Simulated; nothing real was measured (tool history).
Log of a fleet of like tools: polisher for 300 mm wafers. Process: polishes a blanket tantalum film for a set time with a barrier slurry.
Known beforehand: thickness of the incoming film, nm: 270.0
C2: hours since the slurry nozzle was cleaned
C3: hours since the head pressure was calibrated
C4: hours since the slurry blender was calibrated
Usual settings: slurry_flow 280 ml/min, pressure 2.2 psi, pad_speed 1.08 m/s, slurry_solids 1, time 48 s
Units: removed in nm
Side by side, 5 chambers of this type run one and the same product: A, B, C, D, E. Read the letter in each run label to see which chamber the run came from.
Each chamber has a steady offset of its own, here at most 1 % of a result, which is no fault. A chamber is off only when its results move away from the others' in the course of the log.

At day 0.050: chamber B: worn pad replaced by a new one.
At day 0.112: chamber C: slurry nozzle cleaned.
At day 0.233: chamber C: worn pad replaced by a new one.
At day 0.262: chamber E: slurry nozzle cleaned.
At day 0.367: chamber A: worn pad replaced by a new one.
At day 0.542: chamber E: slurry blender recalibrated.
Run 1B, day 0.562: usual settings; wafers polished on this pad 161; C2 323.2; C3 871.1; C4 184.9. Result: removed 78.774 nm.
At day 0.750: chamber D: slurry blender recalibrated.
Run 2E, day 1.125: usual settings; wafers polished on this pad 613; C2 20.8; C3 367.8; C4 14.1. Result: removed 80.213 nm.
At day 1.129: chamber A: slurry blender recalibrated.
At day 1.629: chamber E: head pressure recalibrated.
Run 3A, day 1.762: usual settings; wafers polished on this pad 438; C2 715.1; C3 834.3; C4 15.3. Result: removed 79.492 nm.
At day 1.883: chamber E: worn pad replaced by a new one.
Run 4C, day 2.083: usual settings; wafers polished on this pad 580; C2 47.3; C3 586.0; C4 203.4. Result: removed 80.068 nm.
Run 5D, day 2.688: usual settings; wafers polished on this pad 932; C2 384.5; C3 1153.8; C4 46.6. Result: removed 79.298 nm.
At day 2.892: chamber A: worn pad replaced by a new one.
Run 6A, day 3.096: usual settings; wafers polished on this pad 64; C2 747.1; C3 866.3; C4 47.3. Result: removed 79.092 nm.
At day 3.258: chamber C: worn pad replaced by a new one.
At day 3.400: chamber D: slurry nozzle cleaned.
Run 7C, day 3.583: usual settings; wafers polished on this pad 102; C2 83.3; C3 622.0; C4 239.4. Result: removed 81.163 nm.
Run 8E, day 3.946: usual settings; wafers polished on this pad 646; C2 88.5; C3 55.7; C4 81.8. Result: removed 79.923 nm.
Run 9D, day 4.262: usual settings but pad_speed 0.72 m/s; wafers polished on this pad 1426; C2 20.8; C3 1191.6; C4 84.4. Result: removed 52.700 nm.
At day 4.325: chamber D: worn pad replaced by a new one.
At day 4.350: chamber B: worn pad replaced by a new one.
At day 4.783: chamber E: worn pad replaced by a new one.
Run 10B, day 4.821: usual settings but pad_speed 0.72 m/s; wafers polished on this pad 148; C2 425.4; C3 973.3; C4 287.1. Result: removed 52.044 nm.
Run 11C, day 5.204: usual settings but pad_speed 0.72 m/s; wafers polished on this pad 611; C2 122.2; C3 660.9; C4 278.3. Result: removed 53.185 nm.
At day 5.312: chamber A: head pressure recalibrated.
Run 12B, day 5.825: usual settings but pad_speed 0.72 m/s; wafers polished on this pad 463; C2 449.5; C3 997.4; C4 311.2. Result: removed 52.498 nm.
At day 6.054: chamber A: worn pad replaced by a new one.
At day 6.121: chamber C: worn pad replaced by a new one.
Run 13E, day 6.196: usual settings but pad_speed 0.72 m/s; wafers polished on this pad 443; C2 142.5; C3 109.7; C4 135.8. Result: removed 53.681 nm.
At day 6.200: chamber A: slurry blender recalibrated.
At day 6.488: chamber E: slurry blender recalibrated.
Run 14A, day 6.546: usual settings; wafers polished on this pad 154; C2 829.9; C3 29.7; C4 8.4. Result: removed 76.551 nm.
At day 6.554: chamber D: head pressure recalibrated.
At day 6.738: chamber B: slurry nozzle cleaned.
At day 6.821: chamber A: slurry nozzle cleaned.
Run 15D, day 6.967: usual settings; wafers polished on this pad 828; C2 85.7; C3 9.9; C4 149.3. Result: removed 78.532 nm.
At day 7.238: chamber B: slurry blender recalibrated.
At day 7.392: chamber E: worn pad replaced by a new one.
Run 16D, day 7.475: usual settings but slurry_flow 340 ml/min; wafers polished on this pad 988; C2 97.9; C3 22.1; C4 161.5. Result: removed 79.752 nm.
Run 17C, day 8.042: usual settings but slurry_flow 340 ml/min; wafers polished on this pad 602; C2 190.3; C3 729.0; C4 346.4. Result: removed 82.106 nm.
At day 8.267: chamber B: worn pad replaced by a new one.
At day 8.388: chamber D: worn pad replaced by a new one.
Run 18A, day 8.546: usual settings but slurry_flow 340 ml/min; wafers polished on this pad 781; C2 41.4; C3 77.7; C4 56.4. Result: removed 76.516 nm.
Run 19B, day 9.012: usual settings but slurry_flow 340 ml/min; wafers polished on this pad 233; C2 54.7; C3 1073.9; C4 42.7. Result: removed 81.027 nm.
At day 9.054: chamber C: worn pad replaced by a new one.
At day 9.071: chamber A: worn pad replaced by a new one.
Run 20E, day 9.575: usual settings but slurry_flow 340 ml/min; wafers polished on this pad 685; C2 223.6; C3 190.8; C4 74.1. Result: removed 82.489 nm.
Run 21D, day 9.879: usual settings; wafers polished on this pad 468; C2 155.6; C3 79.8; C4 219.2. Result: removed 79.274 nm.
Run 22C, day 10.233: usual settings; wafers polished on this pad 370; C2 242.9; C3 781.6; C4 399.0. Result: removed 81.076 nm.
At day 10.462: chamber E: worn pad replaced by a new one.
Run 23A, day 10.658: usual settings; wafers polished on this pad 498; C2 92.1; C3 128.4; C4 107.1. Result: removed 76.202 nm.
Run 24E, day 10.983: usual settings; wafers polished on this pad 164; C2 257.4; C3 224.6; C4 107.9. Result: removed 80.266 nm.
Run 25B, day 11.612: usual settings; wafers polished on this pad 1049; C2 117.1; C3 1136.3; C4 105.1. Result: removed 79.275 nm.
At day 11.617: chamber A: slurry blender recalibrated.
At day 12.033: chamber A: worn pad replaced by a new one.
Run 26E, day 12.138: usual settings; wafers polished on this pad 526; C2 285.1; C3 252.3; C4 135.6. Result: removed 80.367 nm.
At day 12.217: chamber D: worn pad replaced by a new one.
At day 12.371: chamber C: worn pad replaced by a new one.
At day 12.571: chamber D: slurry blender recalibrated.
Run 27C, day 12.625: usual settings; wafers polished on this pad 80; C2 300.3; C3 839.0; C4 456.4. Result: removed 79.337 nm.
At day 12.671: chamber B: worn pad replaced by a new one.
Run 28A, day 12.996: usual settings; wafers polished on this pad 302; C2 148.2; C3 184.5; C4 33.1. Result: removed 75.911 nm.
Run 29D, day 13.379: usual settings; wafers polished on this pad 364; C2 239.6; C3 163.8; C4 19.4. Result: removed 79.608 nm.
Run 30B, day 13.771: usual settings but pad_speed 1.32 m/s; wafers polished on this pad 345; C2 168.9; C3 1188.1; C4 156.9. Result: removed 96.572 nm.
Run 31B, day 14.338: usual settings but pad_speed 1.32 m/s; wafers polished on this pad 522; C2 182.5; C3 1201.7; C4 170.5. Result: removed 96.317 nm.
Run 32D, day 14.788: usual settings but pad_speed 1.32 m/s; wafers polished on this pad 806; C2 273.4; C3 197.6; C4 53.2. Result: removed 97.138 nm.

Decide between three cases: one chamber stands off from its peers, the gauge reading all wafers drifts, or nothing is wrong past each chamber's small offset. Where a chamber is off, say which and what most likely put it there.

Chamber A came out of a service off from its peers and stayed that way.
Likeliest cause: head's pressure below its setpoint, % = 4.88.

Chamber A could run next with any of the 4 candidate recipes listed below; each alters the usual settings, and their results appear as question marks. Which one brings its results back in line with what the other chambers deliver on the usual settings?
A result is in line if it is within this distance of the other chambers' mean on the usual settings: removed 1.700 nm
Run 33A-1, day 15.250: usual settings but slurry_solids 0.85. Result: removed ?.
Run 33A-2, day 15.250: usual settings but pad_speed 1.10 m/s. Result: removed ?.
Run 33A-3, day 15.250: usual settings but pad_speed 1.14 m/s. Result: removed ?.
Run 33A-4, day 15.250: usual settings but pad_speed 1.06 m/s. Result: removed ?.

On the usual settings, the other chambers give on average: removed 79.510 nm
  run  removed
33A-1   72.093
33A-2   77.111
33A-3   79.936
33A-4   74.285
33A-3 brings the chamber back in line.
